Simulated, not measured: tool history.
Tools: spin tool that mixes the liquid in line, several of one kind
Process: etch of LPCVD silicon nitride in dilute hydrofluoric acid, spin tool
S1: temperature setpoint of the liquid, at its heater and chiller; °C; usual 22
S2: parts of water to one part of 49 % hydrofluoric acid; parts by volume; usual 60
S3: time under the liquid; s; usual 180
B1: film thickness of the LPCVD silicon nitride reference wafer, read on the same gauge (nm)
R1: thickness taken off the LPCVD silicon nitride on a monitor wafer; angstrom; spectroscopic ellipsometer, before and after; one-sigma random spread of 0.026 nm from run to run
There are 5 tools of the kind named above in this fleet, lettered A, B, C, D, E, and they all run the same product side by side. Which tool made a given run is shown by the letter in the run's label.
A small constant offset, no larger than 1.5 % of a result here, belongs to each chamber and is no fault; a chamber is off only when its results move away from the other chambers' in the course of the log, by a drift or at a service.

Run 1B, hour 9.5: usual settings; B1 79.999. Result: R1 14.807 angstrom.
Run 2E, hour 18.2: usual settings; B1 80.007. Result: R1 15.793 angstrom.
Run 3A, hour 26.3: usual settings; B1 80.009. Result: R1 15.161 angstrom.
Run 4D, hour 31.0: usual settings; B1 79.997. Result: R1 15.012 angstrom.
Run 5C, hour 36.0: usual settings; B1 79.991. Result: R1 14.799 angstrom.
Run 6B, hour 44.3: usual settings; B1 80.003. Result: R1 14.778 angstrom.
Run 7C, hour 51.2: usual settings; B1 79.990. Result: R1 14.560 angstrom.
Run 8D, hour 55.7: usual settings; B1 79.998. Result: R1 15.136 angstrom.
Run 9A, hour 60.3: usual settings; B1 79.994. Result: R1 15.332 angstrom.
Run 10E, hour 67.8: usual settings; B1 80.017. Result: R1 14.800 angstrom.
Run 11E, hour 77.7: usual settings; B1 79.982. Result: R1 14.979 angstrom.
Run 12A, hour 87.2: usual settings; B1 80.006. Result: R1 14.897 angstrom.
Run 13B, hour 94.5: usual settings; B1 80.009. Result: R1 15.050 angstrom.
Run 14C, hour 100.6: usual settings; B1 80.008. Result: R1 15.348 angstrom.
Run 15D, hour 109.6: usual settings; B1 79.997. Result: R1 15.113 angstrom.
Run 16D, hour 115.4: usual settings; B1 80.012. Result: R1 15.229 angstrom.
Run 17B, hour 122.4: usual settings; B1 80.004. Result: R1 15.127 angstrom.
Run 18A, hour 129.0: usual settings; B1 80.015. Result: R1 14.973 angstrom.
Run 19C, hour 138.0: usual settings; B1 79.998. Result: R1 15.845 angstrom.
Run 20E, hour 147.5: usual settings; B1 79.997. Result: R1 15.058 angstrom.
Run 21D, hour 152.0: usual settings but S2 75 parts by volume; B1 80.010. Result: R1 12.090 angstrom.
Run 22E, hour 156.8: usual settings but S2 75 parts by volume; B1 80.005. Result: R1 12.077 angstrom.
Run 23C, hour 165.8: usual settings but S2 75 parts by volume; B1 80.012. Result: R1 12.972 angstrom.
Run 24A, hour 175.8: usual settings but S2 75 parts by volume; B1 80.016. Result: R1 11.993 angstrom.
Run 25B, hour 181.6: usual settings but S2 75 parts by volume; B1 80.005. Result: R1 11.745 angstrom.
Run 26E, hour 187.5: usual settings; B1 80.015. Result: R1 15.326 angstrom.
Run 27A, hour 192.3: usual settings but S3 215 s; B1 80.000. Result: R1 17.877 angstrom.
Run 28B, hour 199.9: usual settings but S3 215 s; B1 80.004. Result: R1 17.424 angstrom.
Run 29C, hour 204.7: usual settings but S3 215 s; B1 80.006. Result: R1 19.154 angstrom.
Run 30D, hour 213.6: usual settings but S3 215 s; B1 80.000. Result: R1 17.698 angstrom.
Run 31D, hour 219.4: usual settings but S3 215 s; B1 80.010. Result: R1 17.462 angstrom.
Run 32E, hour 224.1: usual settings; B1 80.004. Result: R1 15.374 angstrom.
Run 33B, hour 229.2: usual settings; B1 80.000. Result: R1 14.929 angstrom.
Run 34A, hour 235.4: usual settings but S2 90 parts by volume, S3 280 s; B1 79.998. Result: R1 15.769 angstrom.
Run 35C, hour 242.2: usual settings but S2 90 parts by volume, S3 280 s; B1 80.014. Result: R1 16.965 angstrom.
Run 36C, hour 246.7: usual settings but S2 90 parts by volume, S3 280 s; B1 80.010. Result: R1 17.359 angstrom.
Run 37A, hour 252.1: usual settings but S2 90 parts by volume, S3 280 s; B1 80.001. Result: R1 15.536 angstrom.
Run 38E, hour 259.9: usual settings but S2 90 parts by volume, S3 280 s; B1 79.976. Result: R1 16.487 angstrom.
Run 39D, hour 267.1: usual settings; B1 80.006. Result: R1 14.782 angstrom.
Run 40B, hour 275.9: usual settings; B1 80.011. Result: R1 14.927 angstrom.

All 5 chambers run these settings next. Forecast each chamber's results:
Run 41A, hour 283.1: usual settings. Result: R1 ?.
Run 41B, hour 283.1: usual settings. Result: R1 ?.
Run 41C, hour 283.1: usual settings. Result: R1 ?.
Run 41D, hour 283.1: usual settings. Result: R1 ?.
Run 41E, hour 283.1: usual settings. Result: R1 ?.

run      R1
41A  14.995
41B  15.295
41C  16.895
41D  14.801
41E  15.111
